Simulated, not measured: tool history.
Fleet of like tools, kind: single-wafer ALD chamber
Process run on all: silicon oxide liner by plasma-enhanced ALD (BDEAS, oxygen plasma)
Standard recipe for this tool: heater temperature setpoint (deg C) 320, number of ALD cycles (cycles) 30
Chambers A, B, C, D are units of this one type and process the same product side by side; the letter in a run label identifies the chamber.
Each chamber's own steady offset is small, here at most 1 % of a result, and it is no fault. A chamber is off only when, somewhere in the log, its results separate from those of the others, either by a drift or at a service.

| run | hour | heater temperature setpoint (deg C) | number of ALD cycles (cycles) | hours since the last thermocouple change | read-back reference wafer on the same gauge, thickness_nm | mean film thickness on the monitor wafer (nm) |
|---|---|---|---|---|---|---|
| 1D | 4.8 | 320 | 30 | 2067.2 | 2.5305 | 2.7441 |
| 2A | 8.0 | 320 | 30 | 1207.1 | 2.5306 | 2.7301 |
| 3C | 11.5 | 320 | 30 | 896.1 | 2.5316 | 2.6944 |
| 4B | 15.7 | 320 | 30 | 301.0 | 2.5320 | 2.6979 |
| 5C | 20.1 | 320 | 30 | 904.7 | 2.5318 | 2.6926 |
| 6D | 25.6 | 320 | 30 | 2088.0 | 2.5324 | 2.7467 |
| 7A | 30.7 | 320 | 30 | 1229.8 | 2.5335 | 2.7329 |
| 8B | 33.8 | 320 | 30 | 319.1 | 2.5338 | 2.7031 |
| 9A | 40.1 | 320 | 30 | 1239.2 | 2.5336 | 2.7261 |
| 10C | 45.1 | 320 | 30 | 929.7 | 2.5347 | 2.6966 |
|  | 47.9 | chamber D: thermocouple changed; heater temperature recalibrated |
| 11B | 48.6 | 320 | 30 | 333.9 | 2.5350 | 2.7026 |
| 12D | 53.2 | 306 | 30 | 5.3 | 2.5355 | 2.7981 |
| 13A | 59.1 | 306 | 30 | 1258.2 | 2.5363 | 2.7871 |
| 14D | 65.0 | 306 | 30 | 17.1 | 2.5367 | 2.8070 |
| 15C | 70.1 | 306 | 30 | 954.7 | 2.5368 | 2.7591 |
| 16B | 76.2 | 320 | 30 | 361.5 | 2.5382 | 2.7081 |
| 17D | 82.3 | 320 | 30 | 34.4 | 2.5379 | 2.7463 |
| 18C | 85.9 | 320 | 30 | 970.5 | 2.5384 | 2.7102 |
| 19A | 91.5 | 320 | 30 | 1290.6 | 2.5390 | 2.7374 |
| 20B | 95.0 | 320 | 30 | 380.3 | 2.5385 | 2.7124 |
| 21C | 100.9 | 320 | 30 | 985.5 | 2.5399 | 2.7043 |
| 22A | 104.7 | 320 | 30 | 1303.8 | 2.5395 | 2.7407 |
| 23B | 108.4 | 320 | 30 | 393.7 | 2.5411 | 2.7095 |
| 24D | 114.5 | 320 | 30 | 66.6 | 2.5407 | 2.7568 |

All 4 chambers run these settings next. Forecast each chamber's results:
| 25A | 119.3 | 305 | 30 |  |  | ? |
| 25B | 119.3 | 305 | 30 |  |  | ? |
| 25C | 119.3 | 305 | 30 |  |  | ? |
| 25D | 119.3 | 305 | 30 |  |  | ? |

| run | mean film thickness on the monitor wafer (nm) |
|---|---|
| 25A | 2.7980 |
| 25B | 2.7722 |
| 25C | 2.7626 |
| 25D | 2.8150 |
